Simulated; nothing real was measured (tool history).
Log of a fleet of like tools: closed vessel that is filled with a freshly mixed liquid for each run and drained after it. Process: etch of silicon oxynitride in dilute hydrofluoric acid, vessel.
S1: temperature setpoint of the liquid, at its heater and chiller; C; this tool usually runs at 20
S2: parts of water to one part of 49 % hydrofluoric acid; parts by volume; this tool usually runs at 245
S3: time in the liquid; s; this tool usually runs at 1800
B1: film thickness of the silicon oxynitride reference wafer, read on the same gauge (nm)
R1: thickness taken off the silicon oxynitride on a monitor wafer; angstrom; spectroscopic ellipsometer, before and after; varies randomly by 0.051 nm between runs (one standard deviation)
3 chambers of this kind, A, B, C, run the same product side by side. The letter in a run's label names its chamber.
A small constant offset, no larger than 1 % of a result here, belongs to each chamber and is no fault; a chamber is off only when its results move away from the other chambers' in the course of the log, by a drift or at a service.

{"run": "1B", "hour": 4.5, "S1": 20, "S2": 245, "S3": 1800, "B1": 130.01, "R1": 93.904}
{"run": "2C", "hour": 11.3, "S1": 20, "S2": 245, "S3": 1800, "B1": 130.03, "R1": 95.851}
{"run": "3A", "hour": 16.1, "S1": 20, "S2": 245, "S3": 1800, "B1": 130, "R1": 93.875}
{"run": "4C", "hour": 22.6, "S1": 20, "S2": 245, "S3": 1800, "B1": 130, "R1": 94.799}
{"run": "5B", "hour": 28.9, "S1": 20, "S2": 245, "S3": 1800, "B1": 130, "R1": 94.78}
{"run": "6A", "hour": 34.3, "S1": 20, "S2": 245, "S3": 1800, "B1": 129.97, "R1": 94.249}
{"run": "7C", "hour": 40.8, "S1": 20, "S2": 245, "S3": 1800, "B1": 130, "R1": 94.756}
{"run": "8A", "hour": 46.3, "S1": 20, "S2": 245, "S3": 1800, "B1": 130, "R1": 93.981}
{"run": "9B", "hour": 50.3, "S1": 20, "S2": 245, "S3": 1800, "B1": 129.99, "R1": 94.749}
{"run": "10A", "hour": 55.5, "S1": 17, "S2": 195, "S3": 1800, "B1": 130, "R1": 105.25}
{"run": "11C", "hour": 62.3, "S1": 17, "S2": 195, "S3": 1800, "B1": 130, "R1": 106.79}
{"run": "12B", "hour": 66.7, "S1": 17, "S2": 195, "S3": 1800, "B1": 130.01, "R1": 106.95}
{"run": "13A", "hour": 70.8, "S1": 20, "S2": 245, "S3": 1800, "B1": 129.99, "R1": 95.06}
{"run": "14C", "hour": 75.8, "S1": 20, "S2": 245, "S3": 1800, "B1": 130, "R1": 94.524}
{"run": "15B", "hour": 79.0, "S1": 20, "S2": 245, "S3": 1800, "B1": 129.98, "R1": 94.738}
{"run": "16A", "hour": 82.6, "S1": 20, "S2": 245, "S3": 1800, "B1": 129.99, "R1": 95.053}
{"run": "17B", "hour": 88.0, "S1": 20, "S2": 245, "S3": 1800, "B1": 130.01, "R1": 93.974}
{"run": "18C", "hour": 93.4, "S1": 20, "S2": 245, "S3": 1800, "B1": 130, "R1": 95.29}
{"run": "19B", "hour": 96.7, "S1": 20, "S2": 245, "S3": 1800, "B1": 129.99, "R1": 94.055}
{"run": "20A", "hour": 100.8, "S1": 20, "S2": 245, "S3": 1800, "B1": 130.01, "R1": 94.918}
{"run": "21C", "hour": 107.0, "S1": 20, "S2": 245, "S3": 1800, "B1": 130.03, "R1": 95.588}
{"run": "22C", "hour": 112.6, "S1": 25, "S2": 245, "S3": 1315, "B1": 129.97, "R1": 85.893}
{"run": "23A", "hour": 116.6, "S1": 25, "S2": 245, "S3": 1315, "B1": 130, "R1": 86.706}
{"run": "24B", "hour": 120.2, "S1": 25, "S2": 245, "S3": 1315, "B1": 130.01, "R1": 86.592}
{"run": "25A", "hour": 123.4, "S1": 20, "S2": 245, "S3": 1800, "B1": 130, "R1": 93.656}
{"run": "26C", "hour": 127.1, "S1": 20, "S2": 245, "S3": 1800, "B1": 130, "R1": 94.999}

One chamber off, gauge drift, or nothing amiss beyond the chambers' own small offsets? If it is a chamber, which one, and what is the likeliest cause?

All chambers stay in line apart from their small fixed offsets, and the gauge does not drift.

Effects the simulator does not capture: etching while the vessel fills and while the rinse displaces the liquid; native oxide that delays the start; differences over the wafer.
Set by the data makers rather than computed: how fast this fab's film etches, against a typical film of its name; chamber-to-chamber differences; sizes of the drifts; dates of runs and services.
